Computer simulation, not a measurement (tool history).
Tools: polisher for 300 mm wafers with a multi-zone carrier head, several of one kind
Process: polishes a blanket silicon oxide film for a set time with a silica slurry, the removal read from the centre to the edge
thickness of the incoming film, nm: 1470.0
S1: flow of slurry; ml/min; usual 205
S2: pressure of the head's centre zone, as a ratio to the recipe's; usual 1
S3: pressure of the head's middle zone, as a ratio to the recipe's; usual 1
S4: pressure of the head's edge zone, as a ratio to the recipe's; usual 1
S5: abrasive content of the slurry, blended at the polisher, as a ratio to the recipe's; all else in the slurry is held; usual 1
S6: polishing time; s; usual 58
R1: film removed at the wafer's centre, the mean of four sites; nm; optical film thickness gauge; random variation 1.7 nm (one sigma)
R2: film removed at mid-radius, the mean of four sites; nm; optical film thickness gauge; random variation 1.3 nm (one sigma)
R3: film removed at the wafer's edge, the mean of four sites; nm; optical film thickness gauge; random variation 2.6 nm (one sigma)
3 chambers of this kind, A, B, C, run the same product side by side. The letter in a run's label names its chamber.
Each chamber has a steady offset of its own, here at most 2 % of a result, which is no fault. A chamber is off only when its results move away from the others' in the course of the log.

run 1B hour=5.3 | S1=205 S2=1 S3=1 S4=1 S5=1 S6=58 | R1=185.4 R2=184.29 R3=182.84
run 2C hour=11 | S1=205 S2=1 S3=1 S4=1 S5=1 S6=58 | R1=181.86 R2=184.14 R3=181.58
run 3A hour=18.2 | S1=205 S2=1 S3=1 S4=1 S5=1 S6=58 | R1=187.15 R2=183.16 R3=185.9
run 4A hour=25.1 | S1=205 S2=1 S3=1 S4=1 S5=1 S6=58 | R1=184.51 R2=183.46 R3=186.54
-- hour=27.4 chamber C: slurry nozzle cleaned
run 5B hour=30.5 | S1=205 S2=1 S3=1 S4=1 S5=1 S6=58 | R1=185.98 R2=185.15 R3=180.01
-- hour=32.8 chamber C: worn pad replaced by a new one
run 6C hour=36.1 | S1=205 S2=1 S3=1 S4=1 S5=1 S6=58 | R1=183.7 R2=183.99 R3=178.53
run 7B hour=40.4 | S1=205 S2=1 S3=1 S4=1 S5=1 S6=58 | R1=185.6 R2=182.8 R3=181.53
run 8C hour=47.3 | S1=205 S2=1 S3=1 S4=1 S5=1 S6=58 | R1=183.18 R2=185.93 R3=182.83
run 9A hour=56.3 | S1=205 S2=1 S3=1 S4=1 S5=1 S6=58 | R1=187.7 R2=183.51 R3=187.41
run 10A hour=65.3 | S1=205 S2=1 S3=1 S4=1 S5=1 S6=58 | R1=188.65 R2=184.61 R3=185.68
run 11B hour=73.1 | S1=205 S2=1 S3=1 S4=1 S5=1 S6=58 | R1=183.33 R2=185.5 R3=185.43
run 12C hour=80.5 | S1=205 S2=1 S3=1 S4=1 S5=1 S6=58 | R1=179.32 R2=185.67 R3=182.31
-- hour=88.5 chamber A: slurry nozzle cleaned
run 13A hour=88.8 | S1=205 S2=1 S3=1 S4=1 S5=1 S6=58 | R1=188.26 R2=187.37 R3=189.12
run 14B hour=96.8 | S1=205 S2=1 S3=1 S4=1 S5=1 S6=58 | R1=182.46 R2=187.44 R3=184.53
run 15C hour=101.1 | S1=205 S2=1 S3=1 S4=1 S5=1 S6=58 | R1=183.25 R2=183.67 R3=184.15
run 16C hour=108.4 | S1=205 S2=1.06 S3=1.06 S4=1 S5=1 S6=58 | R1=192.53 R2=195.64 R3=179.1
run 17A hour=115.9 | S1=205 S2=1.06 S3=1.06 S4=1 S5=1 S6=58 | R1=202.77 R2=195.07 R3=190.34
-- hour=119.2 chamber A: centre zone pressure recalibrated
run 18B hour=124.2 | S1=205 S2=1.06 S3=1.06 S4=1 S5=1 S6=58 | R1=199.97 R2=196.92 R3=182.54
run 19B hour=129.8 | S1=205 S2=0.9 S3=1 S4=1 S5=1 S6=58 | R1=165.71 R2=186.95 R3=184.07
-- hour=135.9 chamber A: worn pad replaced by a new one
run 20C hour=137.2 | S1=205 S2=0.9 S3=1 S4=1 S5=1 S6=58 | R1=162.11 R2=184.27 R3=184.65
run 21A hour=142.1 | S1=205 S2=0.9 S3=1 S4=1 S5=1 S6=58 | R1=165.96 R2=185.29 R3=188.08
-- hour=145.8 chamber C: worn pad replaced by a new one
run 22B hour=151.6 | S1=205 S2=1 S3=1 S4=1 S5=1 S6=58 | R1=184.27 R2=184.7 R3=181.85
run 23C hour=156.3 | S1=205 S2=1 S3=1 S4=1 S5=1 S6=58 | R1=182.79 R2=183.28 R3=181.28
run 24A hour=165.5 | S1=205 S2=1 S3=1 S4=1 S5=1.2 S6=58 | R1=203.73 R2=200.48 R3=206.36
-- hour=165.7 chamber B: worn pad replaced by a new one
run 25A hour=170.2 | S1=205 S2=1 S3=1 S4=1 S5=1.2 S6=58 | R1=202.18 R2=201.05 R3=205.57
-- hour=175.2 chamber C: centre zone pressure recalibrated
run 26B hour=178.9 | S1=205 S2=1 S3=1 S4=1 S5=1.2 S6=58 | R1=203.36 R2=202.53 R3=202.36
run 27C hour=186.7 | S1=205 S2=1 S3=1 S4=1 S5=1 S6=58 | R1=202.56 R2=184.5 R3=184.31
run 28C hour=192.3 | S1=205 S2=1 S3=1 S4=1 S5=1 S6=58 | R1=201.98 R2=184.18 R3=182.47
run 29B hour=201 | S1=205 S2=1 S3=1 S4=1 S5=1 S6=58 | R1=184.57 R2=186.79 R3=181.49
run 30A hour=210.6 | S1=205 S2=1 S3=1 S4=1 S5=1 S6=58 | R1=189 R2=184.95 R3=184.8
run 31A hour=217.2 | S1=205 S2=1 S3=1 S4=1 S5=1 S6=58 | R1=187.8 R2=184.59 R3=183.38
run 32C hour=225.1 | S1=205 S2=1 S3=1 S4=1 S5=1 S6=58 | R1=200.02 R2=183.73 R3=184.68
run 33B hour=233 | S1=205 S2=1 S3=1 S4=1 S5=1 S6=58 | R1=185.01 R2=187.32 R3=181.45
run 34C hour=240.7 | S1=205 S2=1 S3=1 S4=1 S5=1 S6=58 | R1=202.32 R2=183.9 R3=182.58
-- hour=245.8 chamber C: worn pad replaced by a new one
run 35A hour=246.3 | S1=205 S2=1 S3=1 S4=1 S5=1 S6=58 | R1=190.02 R2=184.88 R3=187.3
run 36B hour=252.4 | S1=205 S2=1 S3=1 S4=1 S5=1 S6=58 | R1=185.83 R2=184.56 R3=184.05
-- hour=259.3 chamber A: worn pad replaced by a new one
run 37C hour=261.3 | S1=205 S2=1 S3=1 S4=1 S5=1 S6=58 | R1=200.5 R2=183.55 R3=185.15
run 38B hour=268.2 | S1=205 S2=1 S3=1 S4=1 S5=1 S6=58 | R1=186.11 R2=185.45 R3=185.19
run 39A hour=272.4 | S1=205 S2=1 S3=1 S4=1 S5=1 S6=58 | R1=184.36 R2=186.5 R3=183.05
run 40C hour=278 | S1=205 S2=1 S3=1 S4=1 S5=1 S6=58 | R1=200.35 R2=181.69 R3=185.28
run 41B hour=282.4 | S1=205 S2=1 S3=1 S4=1 S5=1 S6=58 | R1=185.67 R2=183.59 R3=185.39
run 42A hour=287.5 | S1=205 S2=1 S3=1 S4=1 S5=1 S6=58 | R1=186.61 R2=186.32 R3=182.45

What goes on in this fleet: one chamber off, a drifting gauge, or nothing beyond the chambers' own small offsets? Name the chamber and the cause, if any.

A service left chamber C off against the others.
Cause: centre zone's pressure above its setpoint, % = 8.62.

Here are 4 candidates for chamber C's next run, each the usual settings with a change, their results left as question marks. Which one brings its results back in line with what the others give on the usual settings?
In line means no further than this from the other chambers' mean on the usual settings: R1 5.8 nm; R2 4.5 nm; R3 8.9 nm
run 43C-1 hour=294.4 | S1=205 S2=1.02 S3=1 S4=0.99 S5=1 S6=58 | R1=? R2=? R3=?
run 43C-2 hour=294.4 | S1=210 S2=1.06 S3=0.99 S4=0.97 S5=1 S6=58 | R1=? R2=? R3=?
run 43C-3 hour=294.4 | S1=200 S2=0.94 S3=1.01 S4=1.03 S5=1 S6=58 | R1=? R2=? R3=?
run 43C-4 hour=294.4 | S1=205 S2=0.98 S3=1 S4=1.01 S5=1 S6=58 | R1=? R2=? R3=?

The other chambers' mean on the usual settings: R1 185.63 nm; R2 185.17 nm; R3 185.33 nm
run=43C-1 R1=203.54 R2=184.46 R3=182.61
run=43C-2 R1=213.08 R2=183.37 R3=181.13
run=43C-3 R1=185.32 R2=185.55 R3=186
run=43C-4 R1=194.79 R2=184.5 R3=184.57
43C-3 brings the chamber back in line.
